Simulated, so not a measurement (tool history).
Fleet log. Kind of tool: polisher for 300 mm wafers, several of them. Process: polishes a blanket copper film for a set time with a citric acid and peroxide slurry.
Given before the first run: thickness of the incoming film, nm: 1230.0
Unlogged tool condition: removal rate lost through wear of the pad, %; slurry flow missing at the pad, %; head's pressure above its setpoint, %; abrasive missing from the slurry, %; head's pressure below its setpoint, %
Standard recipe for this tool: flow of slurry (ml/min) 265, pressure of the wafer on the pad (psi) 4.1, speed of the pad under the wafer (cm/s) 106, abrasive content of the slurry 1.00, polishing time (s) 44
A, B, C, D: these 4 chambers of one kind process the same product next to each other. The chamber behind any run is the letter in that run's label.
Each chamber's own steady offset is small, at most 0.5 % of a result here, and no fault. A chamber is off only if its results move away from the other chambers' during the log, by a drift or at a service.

run	hour	flow of slurry (ml/min)	pressure of the wafer on the pad (psi)	speed of the pad under the wafer (cm/s)	abrasive content of the slurry	polishing time (s)	wafers polished on this pad	hours since the slurry nozzle was cleaned	hours since the head pressure was calibrated	hours since the slurry blender was calibrated	film removed (Å)
1D	5.7	265	4.1	106	1.00	44	91	723.2	313.9	25.2	1386.3
# hour 6.1: chamber D: slurry nozzle cleaned
2B	10.2	265	4.1	106	1.00	44	360	304.1	123.0	350.3	1374.8
3C	16.0	265	4.1	106	1.00	44	335	268.5	721.2	43.3	1420.2
4A	24.8	265	4.1	106	1.00	44	1086	212.8	166.3	91.2	1399.5
# hour 26.1: chamber A: worn pad replaced by a new one
5B	29.4	265	4.1	106	1.00	44	577	323.3	142.2	369.5	1402.3
6C	34.3	265	4.1	106	1.00	44	541	286.8	739.5	61.6	1415.2
7D	43.6	265	4.1	106	1.00	44	518	37.6	351.8	63.1	1398.5
8A	51.7	265	4.1	106	1.00	44	288	239.7	193.2	118.1	1419.3
# hour 53.4: chamber B: worn pad replaced by a new one
# hour 57.7: chamber D: head pressure recalibrated
9D	60.3	265	4.1	130	1.00	50	706	54.3	2.6	79.8	1934.6
# hour 62.8: chamber D: worn pad replaced by a new one
10B	66.4	265	4.1	130	1.00	50	146	360.3	179.2	406.5	1954.7
# hour 67.4: chamber B: slurry blender recalibrated
11C	70.8	265	4.1	130	1.00	50	952	323.3	776.0	98.1	1942.1
# hour 73.1: chamber A: slurry blender recalibrated
12A	75.9	265	4.1	130	1.00	50	560	263.9	217.4	2.9	1945.4
13C	80.2	265	4.1	106	1.15	44	1058	332.7	785.4	107.5	1453.9
14B	85.4	265	4.1	106	1.15	44	360	379.3	198.2	18.1	1445.8
15A	91.7	265	4.1	106	1.15	44	738	279.7	233.2	18.7	1421.3
16D	100.5	265	4.1	106	1.15	44	425	94.5	42.8	120.0	1456.7
17A	108.1	265	4.1	106	1.00	44	923	296.1	249.6	35.1	1400.3
# hour 113.2: chamber A: worn pad replaced by a new one
# hour 117.5: chamber D: worn pad replaced by a new one
18C	117.9	265	4.1	106	1.00	44	1482	370.4	823.1	145.2	1399.6
# hour 125.0: chamber C: slurry blender recalibrated
19B	126.1	265	4.1	106	1.00	44	818	420.0	238.9	58.8	1400.4
20D	136.1	265	4.1	106	1.00	44	209	130.1	78.4	155.6	1379.5
# hour 136.4: chamber B: worn pad replaced by a new one
# hour 141.0: chamber C: slurry nozzle cleaned
21B	143.3	265	4.1	106	1.00	44	78	437.2	256.1	76.0	1422.2
22A	151.1	265	4.1	106	1.00	44	426	339.1	292.6	78.1	1400.3
23C	160.9	265	4.1	106	1.00	44	1966	20.0	866.1	35.9	1355.3
24D	166.6	265	4.1	106	1.00	44	552	160.6	108.9	186.1	1375.0
25A	171.6	265	4.1	106	1.00	44	657	359.6	313.1	98.6	1393.6
# hour 173.5: chamber D: worn pad replaced by a new one
26D	177.6	265	4.1	106	1.00	44	46	171.6	119.9	197.1	1388.6
# hour 180.9: chamber A: slurry blender recalibrated
27B	186.7	265	4.1	140	0.75	44	567	480.6	299.5	119.4	1741.2
28C	192.9	265	4.1	140	0.75	44	2326	52.0	898.1	67.9	1658.3
29A	198.2	265	4.1	140	0.75	44	956	386.2	339.7	17.3	1683.9
# hour 203.1: chamber A: worn pad replaced by a new one
30D	205.2	265	4.1	140	0.75	44	357	199.2	147.5	224.7	1689.6
# hour 213.2: chamber A: slurry nozzle cleaned
31C	213.9	265	4.1	106	1.00	44	2563	73.0	919.1	88.9	1307.2
# hour 221.5: chamber B: worn pad replaced by a new one
32B	222.8	265	4.1	106	1.00	44	15	516.7	335.6	155.5	1390.1
33D	228.6	265	4.1	106	1.00	44	620	222.6	170.9	248.1	1406.2
34B	234.4	265	4.1	106	1.00	44	145	528.3	347.2	167.1	1384.7
# hour 236.0: chamber D: worn pad replaced by a new one
35C	241.5	265	4.1	106	1.00	44	2873	100.6	946.7	116.5	1306.2
36A	250.3	265	4.1	106	1.00	44	531	37.1	391.8	69.4	1422.6
37C	260.0	265	4.1	106	1.00	44	3082	119.1	965.2	135.0	1285.3
38A	268.7	205	4.1	106	1.00	44	739	55.5	410.2	87.8	1372.8
39B	274.6	205	4.1	106	1.00	44	598	568.5	387.4	207.3	1389.4
40D	283.7	205	4.1	106	1.00	44	537	277.7	226.0	303.2	1358.3
# hour 288.5: chamber A: slurry blender recalibrated
41A	290.9	205	4.1	106	1.00	44	988	77.7	432.4	2.5	1374.1

Is one chamber out of step, is the gauge drifting, or do the chambers differ by no more than their own small offsets? For an off chamber, give its letter and the likeliest cause.

Little by little, chamber C moves away from the other chambers.
Likeliest cause: removal rate lost through wear of the pad, % = 11.6.
Not necessarily distinguishable in this log from: head's pressure below its setpoint, %.

Below are 4 candidate recipes for chamber C's next run, each the usual settings with a change, their results shown as question marks. Which of them brings C's results back in line with what the other chambers give on the usual settings?
A result is in line if it is within this distance of the other chambers' mean on the usual settings: film removed (Å) 64.0
42C-1	298.0	265	3.9	100	1.00	44					?
42C-2	298.0	265	4.2	106	1.00	45					?
42C-3	298.0	265	4.6	106	1.00	44					?
42C-4	298.0	265	4.0	106	1.00	43					?

The mean the other chambers reach with the usual settings: film removed (Å) 1396.4
run	film removed (Å)
42C-1	1121.2
42C-2	1304.6
42C-3	1393.6
42C-4	1189.0
It is 42C-3 that realigns the chamber with its peers.
